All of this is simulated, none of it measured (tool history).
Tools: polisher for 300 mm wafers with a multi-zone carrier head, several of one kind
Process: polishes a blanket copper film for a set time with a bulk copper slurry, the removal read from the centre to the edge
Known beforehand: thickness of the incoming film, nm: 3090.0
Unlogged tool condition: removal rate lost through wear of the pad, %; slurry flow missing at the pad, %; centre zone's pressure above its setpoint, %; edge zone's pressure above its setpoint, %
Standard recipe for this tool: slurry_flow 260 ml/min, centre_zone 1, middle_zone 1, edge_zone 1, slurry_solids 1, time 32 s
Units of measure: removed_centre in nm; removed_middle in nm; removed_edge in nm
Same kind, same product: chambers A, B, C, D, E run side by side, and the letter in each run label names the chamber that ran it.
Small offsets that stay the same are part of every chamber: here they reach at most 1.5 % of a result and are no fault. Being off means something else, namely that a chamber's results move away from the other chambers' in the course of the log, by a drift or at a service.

run	hour	slurry_flow	centre_zone	middle_zone	edge_zone	slurry_solids	time	wafers polished on this pad	hours since the slurry nozzle was cleaned	hours since the centre zone pressure was calibrated	hours since the edge zone pressure was calibrated	removed_centre	removed_middle	removed_edge
# hour 3.5: chamber A: worn pad replaced by a new one
1A	7.9	260	1	1	1	1	32	43	424.9	132.7	340.8	401.85	397.06	401.99
# hour 12.8: chamber A: edge zone pressure recalibrated
2B	13.4	260	1	1	1	1	32	268	311.2	292.8	565.8	400.28	401.98	397.36
# hour 22.2: chamber D: worn pad replaced by a new one
3D	22.7	260	1	1	1	1	32	5	605.8	931.8	494.6	396.05	402.42	410.52
4C	33.4	260	1	1	1	1	32	604	490.2	144.7	582.5	390.86	393.21	390.55
5E	39.6	260	1	1	1	1	32	660	72.7	791.7	787.6	402.06	399.17	407.35
# hour 41.4: chamber E: worn pad replaced by a new one
6E	47.1	260	1	1	1	1	32	57	80.2	799.2	795.1	404.05	392.53	397.73
7D	57.1	260	1	1	0.9	1	32	347	640.2	966.2	529	406.88	406.8	381.48
# hour 63.4: chamber A: worn pad replaced by a new one
8A	66.9	260	1	1	0.9	1	32	35	483.9	191.7	54.2	396.09	392.72	375.31
9C	76.3	260	1	1	0.9	1	32	1030	533.1	187.6	625.4	394.16	401.56	374.63
# hour 83.9: chamber D: worn pad replaced by a new one
10B	85.8	260	1	1	0.9	1	32	988	383.6	365.2	638.2	398.58	391.6	380.8
11C	91.9	260	1	1	0.9	1	32	1185	548.7	203.2	641	390.39	401.65	370.94
# hour 99: chamber B: worn pad replaced by a new one
12B	102.1	260	1	1	1	1	32	31	399.9	381.5	654.5	400.97	395.92	393.53
13E	111.7	260	1	1	1	1	32	699	144.8	863.8	859.7	402.2	397.77	394.84
# hour 113.1: chamber E: worn pad replaced by a new one
14D	121.7	260	1	1	1	1	32	376	704.8	1030.8	593.6	400.72	387.53	392.95
# hour 129.9: chamber A: worn pad replaced by a new one
15A	132.2	260	1	1	1	1	32	22	549.2	257	119.5	404.41	395.08	391.38
16D	140.2	330	1	1	1	1	32	559	723.3	1049.3	612.1	405.87	408.83	410.74
# hour 144.9: chamber D: worn pad replaced by a new one
17C	147.1	330	1	1	1	1	32	1733	603.9	258.4	696.2	402.9	400.46	403.2
# hour 148: chamber C: slurry nozzle cleaned
18E	152.6	330	1	1	1	1	32	392	185.7	904.7	900.6	415.25	412.67	393
# hour 158.9: chamber E: centre zone pressure recalibrated
19B	159.3	330	1	1	1	1	32	599	457.1	438.7	711.7	415.16	416.5	392.37
20A	169.9	330	1	1	1	1	32	397	586.9	294.7	157.2	413.12	409.73	413.92
21A	178.2	260	1	1	1	1	32	479	595.2	303	165.5	396.4	400.31	404.94
22D	188.4	260	1	1	1	1	32	432	771.5	1097.5	660.3	399.41	405.4	395.64
# hour 190.4: chamber B: worn pad replaced by a new one
# hour 195.2: chamber D: edge zone pressure recalibrated
# hour 196.1: chamber E: worn pad replaced by a new one
23E	196.1	260	1	1	1	1	32	0	229.2	37.3	944.1	403.47	405.08	401.5
# hour 199.6: chamber A: worn pad replaced by a new one
24B	204.5	260	1	1	1	1	32	140	502.3	483.9	756.9	397.51	395.79	400.83
# hour 210.3: chamber D: worn pad replaced by a new one
25C	211.8	260	1	1	1	1	32	2376	63.8	323.1	760.9	382.09	381.14	373.02
26E	218.8	260	0.91	1	1	1	32	225	251.9	60	966.8	363.22	400.53	394.46
27D	227.3	260	0.91	1	1	1	32	169	810.4	1136.4	32.1	359.16	405.73	409.99
# hour 231.6: chamber B: centre zone pressure recalibrated
28B	234.8	260	0.91	1	1	1	32	441	532.6	3.3	787.2	359.66	404.82	405
# hour 238.6: chamber E: slurry nozzle cleaned
29A	243.1	260	0.91	1	1	1	32	433	660.1	367.9	230.4	358.81	398.52	395.2
30C	253.3	260	0.91	1	1	1	32	2788	105.3	364.6	802.4	333.17	378.65	377.73
31B	258.2	260	1	1	1	1	32	674	556	26.7	810.6	407.63	400.88	390.42
# hour 259.9: chamber E: worn pad replaced by a new one
32D	267.7	260	1	1	1	1	32	571	850.8	1176.8	72.5	396.71	397.74	413.07
# hour 271.1: chamber D: worn pad replaced by a new one
# hour 276.6: chamber A: worn pad replaced by a new one
33C	277.8	260	1	1	1	1	32	3032	129.8	389.1	826.9	372.39	373.74	368.67
34A	288.1	260	1	1	1	1	32	115	705.1	412.9	275.4	407.12	399.54	401.64
35E	294.8	260	1	1	1	1	32	346	56.3	136	1042.8	399.6	398.59	396.66
# hour 295.5: chamber B: worn pad replaced by a new one
36B	300.9	260	1	1	1	1	32	54	598.7	69.4	853.3	399.32	387.53	393.99
37D	311.5	260	1	1	1	1	32	402	894.6	1220.6	116.3	399.69	399.91	402.98
38A	316.3	260	1	1	1	1	32	395	733.3	441.1	303.6	405.09	398.29	410.45
39E	322.5	260	1	1	1	1	32	621	84	163.7	1070.5	403.84	397.92	398.08
40C	330.8	260	1	1	1	1	32	3558	182.8	442.1	879.9	360.06	363.33	371.88

Decide between three cases: one chamber stands off from its peers, the gauge reading all wafers drifts, or nothing is wrong past each chamber's small offset. Where a chamber is off, say which and what most likely put it there.

Little by little, chamber C moves away from the other chambers.
Likeliest cause: removal rate lost through wear of the pad, % = 8.87.

Which of the 4 candidates below, each the usual settings with something changed and its results left as question marks, puts chamber C back in line with what the other chambers give on the usual settings?
In line here means within this much of the mean the other chambers give on the usual settings: removed_centre 9.9 nm; removed_middle 14 nm; removed_edge 21 nm
41C-1	338.5	255	0.98	1	1	1	29					?	?	?
41C-2	338.5	265	1.03	0.99	1	1.05	38					?	?	?
41C-3	338.5	265	1.02	1	1	1	35					?	?	?
41C-4	338.5	255	0.97	1	1	0.95	27					?	?	?

Mean of the other chambers on the usual settings: removed_centre 400.65 nm; removed_middle 397.62 nm; removed_edge 398.83 nm
run	removed_centre	removed_middle	removed_edge
41C-1	315.01	326.83	327.53
41C-2	442.25	430.59	435.17
41C-3	398.95	396.12	396.63
41C-4	286.92	301.03	301.66
41C-3 puts the chamber back in line with the other chambers.

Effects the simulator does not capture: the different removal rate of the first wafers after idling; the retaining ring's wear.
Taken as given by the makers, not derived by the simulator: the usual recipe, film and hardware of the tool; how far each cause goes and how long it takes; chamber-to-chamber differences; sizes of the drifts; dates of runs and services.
